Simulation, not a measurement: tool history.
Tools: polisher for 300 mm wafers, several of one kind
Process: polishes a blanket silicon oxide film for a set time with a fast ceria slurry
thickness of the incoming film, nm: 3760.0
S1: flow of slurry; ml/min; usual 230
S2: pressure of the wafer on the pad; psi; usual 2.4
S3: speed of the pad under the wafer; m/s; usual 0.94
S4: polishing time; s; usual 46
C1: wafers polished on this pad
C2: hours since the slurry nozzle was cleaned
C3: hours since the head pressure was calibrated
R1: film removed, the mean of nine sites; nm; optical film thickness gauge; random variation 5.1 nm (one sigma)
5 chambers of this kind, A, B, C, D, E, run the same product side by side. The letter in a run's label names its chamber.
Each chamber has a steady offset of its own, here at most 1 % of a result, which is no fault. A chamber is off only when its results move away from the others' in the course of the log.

| run | hour | S1 | S2 | S3 | S4 | C1 | C2 | C3 | R1 |
|---|---|---|---|---|---|---|---|---|---|
| 1E | 5.4 | 230 | 2.4 | 0.94 | 46 | 484 | 402.1 | 598.4 | 588.32 |
| 2D | 14.3 | 230 | 2.4 | 0.94 | 46 | 968 | 590.4 | 422.4 | 583.76 |
| 3A | 22.8 | 230 | 2.4 | 0.94 | 46 | 759 | 96.4 | 471.7 | 585.93 |
|  | 30.9 | chamber C: worn pad replaced by a new one |
|  | 31.7 | chamber D: worn pad replaced by a new one |
| 4B | 33.1 | 230 | 2.4 | 0.94 | 46 | 589 | 169.5 | 433.3 | 593.52 |
| 5C | 43.8 | 230 | 2.4 | 0.94 | 46 | 103 | 387.2 | 278.1 | 595.23 |
|  | 45.2 | chamber C: slurry nozzle cleaned |
| 6A | 50.9 | 230 | 2.4 | 0.94 | 46 | 983 | 124.5 | 499.8 | 585.93 |
| 7C | 60.8 | 230 | 2.4 | 0.94 | 46 | 238 | 15.7 | 295.1 | 597.96 |
|  | 64.0 | chamber B: worn pad replaced by a new one |
|  | 65.0 | chamber E: worn pad replaced by a new one |
| 8D | 67.7 | 230 | 2.4 | 0.94 | 46 | 287 | 643.8 | 475.8 | 585.90 |
| 9E | 75.5 | 230 | 2.4 | 0.94 | 46 | 84 | 472.2 | 668.5 | 593.25 |
|  | 76.3 | chamber D: slurry nozzle cleaned |
|  | 79.1 | chamber A: worn pad replaced by a new one |
|  | 79.7 | chamber D: head pressure recalibrated |
| 10B | 83.7 | 230 | 2.4 | 0.94 | 46 | 157 | 220.1 | 483.9 | 583.73 |
|  | 93.5 | chamber B: slurry nozzle cleaned |
| 11A | 94.5 | 230 | 2.4 | 0.94 | 32 | 123 | 168.1 | 543.4 | 408.31 |
|  | 95.1 | chamber B: head pressure recalibrated |
| 12B | 102.2 | 230 | 2.4 | 0.94 | 32 | 304 | 8.8 | 7.2 | 412.45 |
| 13E | 111.5 | 230 | 2.4 | 0.94 | 32 | 370 | 508.2 | 704.5 | 403.89 |
| 14C | 116.9 | 230 | 2.4 | 0.94 | 32 | 685 | 71.8 | 351.2 | 411.71 |
| 15D | 126.5 | 230 | 2.4 | 0.94 | 32 | 755 | 50.2 | 46.8 | 410.64 |
|  | 128.5 | chamber E: head pressure recalibrated |
| 16A | 133.8 | 230 | 2.4 | 0.94 | 46 | 435 | 207.4 | 582.7 | 592.43 |
| 17E | 144.6 | 230 | 2.4 | 0.94 | 46 | 634 | 541.3 | 16.2 | 552.14 |
| 18B | 150.0 | 230 | 2.4 | 0.94 | 46 | 685 | 56.6 | 55.0 | 586.41 |
| 19D | 155.0 | 230 | 2.4 | 0.94 | 46 | 982 | 78.7 | 75.3 | 585.14 |
| 20C | 160.8 | 230 | 2.4 | 0.94 | 46 | 1034 | 115.7 | 395.1 | 592.07 |
| 21B | 166.4 | 230 | 2.4 | 0.64 | 46 | 815 | 73.0 | 71.4 | 394.52 |
|  | 169.3 | chamber C: worn pad replaced by a new one |
| 22D | 172.8 | 230 | 2.4 | 0.64 | 46 | 1123 | 96.5 | 93.1 | 400.46 |
|  | 179.3 | chamber B: worn pad replaced by a new one |
|  | 180.2 | chamber E: worn pad replaced by a new one |
| 23E | 180.7 | 230 | 2.4 | 0.64 | 46 | 4 | 577.4 | 52.3 | 383.23 |
| 24C | 186.8 | 230 | 2.4 | 0.64 | 46 | 140 | 141.7 | 421.1 | 402.83 |
|  | 195.0 | chamber A: worn pad replaced by a new one |
| 25A | 195.5 | 230 | 2.4 | 0.64 | 46 | 4 | 269.1 | 644.4 | 402.27 |
|  | 196.9 | chamber A: slurry nozzle cleaned |
|  | 199.5 | chamber D: worn pad replaced by a new one |
| 26E | 203.8 | 230 | 2.4 | 0.94 | 46 | 187 | 600.5 | 75.4 | 552.01 |
| 27B | 209.7 | 230 | 2.4 | 0.94 | 46 | 242 | 116.3 | 114.7 | 586.77 |
| 28C | 219.9 | 230 | 2.4 | 0.94 | 46 | 403 | 174.8 | 454.2 | 593.03 |
| 29D | 227.7 | 230 | 2.4 | 0.94 | 46 | 224 | 151.4 | 148.0 | 592.86 |
| 30A | 232.4 | 230 | 2.4 | 0.94 | 46 | 298 | 35.5 | 681.3 | 581.31 |
| 31A | 238.7 | 230 | 2.4 | 0.94 | 46 | 348 | 41.8 | 687.6 | 583.06 |
| 32C | 243.8 | 275 | 2.4 | 0.94 | 46 | 593 | 198.7 | 478.1 | 594.60 |
| 33B | 253.7 | 275 | 2.4 | 0.94 | 46 | 592 | 160.3 | 158.7 | 599.25 |
| 34D | 259.9 | 275 | 2.4 | 0.94 | 46 | 481 | 183.6 | 180.2 | 596.41 |
|  | 264.0 | chamber E: slurry nozzle cleaned |
| 35E | 270.2 | 275 | 2.4 | 0.94 | 46 | 716 | 6.3 | 141.8 | 565.89 |
| 36E | 277.6 | 275 | 2.4 | 0.94 | 46 | 775 | 13.7 | 149.2 | 565.66 |
| 37A | 285.6 | 160 | 2.4 | 0.94 | 46 | 721 | 88.7 | 734.5 | 559.22 |
|  | 292.3 | chamber C: worn pad replaced by a new one |
| 38C | 294.0 | 160 | 2.4 | 0.94 | 46 | 13 | 248.9 | 528.3 | 565.30 |
| 39D | 302.1 | 160 | 2.4 | 0.94 | 46 | 817 | 225.8 | 222.4 | 555.59 |

Is one chamber off against the others, does the gauge drift, or is nothing wrong? If a chamber is off, say which, and what the likeliest cause is.

A service left chamber E off against the others.
Cause: head's pressure below its setpoint, % = 6.

Here are 4 candidates for chamber E's next run, each the usual settings with a change, their results left as question marks. Which one brings its results back in line with what the others give on the usual settings?
In line means no further than this from the other chambers' mean on the usual settings: R1 18.00 nm
| 40E-1 | 309.9 | 230 | 2.4 | 0.88 | 43 |  |  |  | ? |
| 40E-2 | 309.9 | 230 | 2.5 | 0.98 | 48 |  |  |  | ? |
| 40E-3 | 309.9 | 230 | 2.4 | 0.94 | 49 |  |  |  | ? |
| 40E-4 | 309.9 | 230 | 2.4 | 0.88 | 46 |  |  |  | ? |

The other chambers' mean on the usual settings: R1 588.87 nm
| run | R1 |
|---|---|
| 40E-1 | 482.26 |
| 40E-2 | 625.27 |
| 40E-3 | 587.55 |
| 40E-4 | 515.91 |
40E-3 brings the chamber back in line.
